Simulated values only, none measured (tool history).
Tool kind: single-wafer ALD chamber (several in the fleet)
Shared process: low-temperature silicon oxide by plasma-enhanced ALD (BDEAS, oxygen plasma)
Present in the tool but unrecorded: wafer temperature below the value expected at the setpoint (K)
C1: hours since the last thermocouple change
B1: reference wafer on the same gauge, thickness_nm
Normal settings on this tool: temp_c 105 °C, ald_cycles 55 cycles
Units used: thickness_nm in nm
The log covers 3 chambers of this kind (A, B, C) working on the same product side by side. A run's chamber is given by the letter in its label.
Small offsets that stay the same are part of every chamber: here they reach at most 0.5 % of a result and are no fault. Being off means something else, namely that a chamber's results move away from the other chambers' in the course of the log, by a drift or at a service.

run 1A day=0.238 | temp_c=105 ald_cycles=55 | C1=666.7 | B1=7.0910 | thickness_nm=7.7940
run 2C day=0.525 | temp_c=105 ald_cycles=55 | C1=783.9 | B1=7.0963 | thickness_nm=7.7665
run 3B day=0.842 | temp_c=105 ald_cycles=55 | C1=393.3 | B1=7.1026 | thickness_nm=7.7772
run 4C day=1.088 | temp_c=105 ald_cycles=55 | C1=797.4 | B1=7.1053 | thickness_nm=7.7359
run 5A day=1.342 | temp_c=113 ald_cycles=51 | C1=693.2 | B1=7.1016 | thickness_nm=7.1198
run 6B day=1.667 | temp_c=113 ald_cycles=51 | C1=413.1 | B1=7.0976 | thickness_nm=7.1444
run 7A day=1.971 | temp_c=113 ald_cycles=51 | C1=708.3 | B1=7.1018 | thickness_nm=7.1377
run 8B day=2.225 | temp_c=105 ald_cycles=55 | C1=426.5 | B1=7.1019 | thickness_nm=7.8124
run 9C day=2.550 | temp_c=105 ald_cycles=55 | C1=832.5 | B1=7.0966 | thickness_nm=7.7711
run 10B day=2.838 | temp_c=105 ald_cycles=55 | C1=441.2 | B1=7.1026 | thickness_nm=7.8844
run 11A day=3.038 | temp_c=105 ald_cycles=55 | C1=733.9 | B1=7.0980 | thickness_nm=7.7318
run 12C day=3.329 | temp_c=105 ald_cycles=55 | C1=851.2 | B1=7.1028 | thickness_nm=7.8040
run 13C day=3.517 | temp_c=105 ald_cycles=55 | C1=855.7 | B1=7.0950 | thickness_nm=7.7325
run 14A day=3.729 | temp_c=105 ald_cycles=55 | C1=750.5 | B1=7.1043 | thickness_nm=7.7846
run 15B day=3.904 | temp_c=105 ald_cycles=55 | C1=466.8 | B1=7.1004 | thickness_nm=7.7884
run 16B day=4.100 | temp_c=105 ald_cycles=55 | C1=471.5 | B1=7.0959 | thickness_nm=7.8070
run 17C day=4.338 | temp_c=105 ald_cycles=55 | C1=875.4 | B1=7.1010 | thickness_nm=7.7627
run 18A day=4.575 | temp_c=105 ald_cycles=55 | C1=770.8 | B1=7.0975 | thickness_nm=7.7868
run 19B day=4.867 | temp_c=105 ald_cycles=55 | C1=489.9 | B1=7.1045 | thickness_nm=7.8162
run 20A day=5.229 | temp_c=118 ald_cycles=48 | C1=786.5 | B1=7.0957 | thickness_nm=6.5860
run 21C day=5.471 | temp_c=118 ald_cycles=48 | C1=902.6 | B1=7.0990 | thickness_nm=6.6604
run 22A day=5.829 | temp_c=118 ald_cycles=48 | C1=800.9 | B1=7.1029 | thickness_nm=6.6104
run 23C day=6.183 | temp_c=95 ald_cycles=55 | C1=919.7 | B1=7.0922 | thickness_nm=8.0135
run 24B day=6.362 | temp_c=95 ald_cycles=55 | C1=525.8 | B1=7.0977 | thickness_nm=8.0065
run 25B day=6.629 | temp_c=95 ald_cycles=55 | C1=532.2 | B1=7.1038 | thickness_nm=8.0642
run 26A day=6.912 | temp_c=105 ald_cycles=55 | C1=826.9 | B1=7.0972 | thickness_nm=7.8049
run 27C day=7.146 | temp_c=105 ald_cycles=55 | C1=942.8 | B1=7.0963 | thickness_nm=7.8146
run 28A day=7.329 | temp_c=93 ald_cycles=62 | C1=836.9 | B1=7.0960 | thickness_nm=9.0078

Is one chamber off against the others, does the gauge drift, or is nothing wrong? If a chamber is off, say which, and what the likeliest cause is.

Neither any chamber nor the gauge drifts; the chambers differ only by their own small, steady offsets.
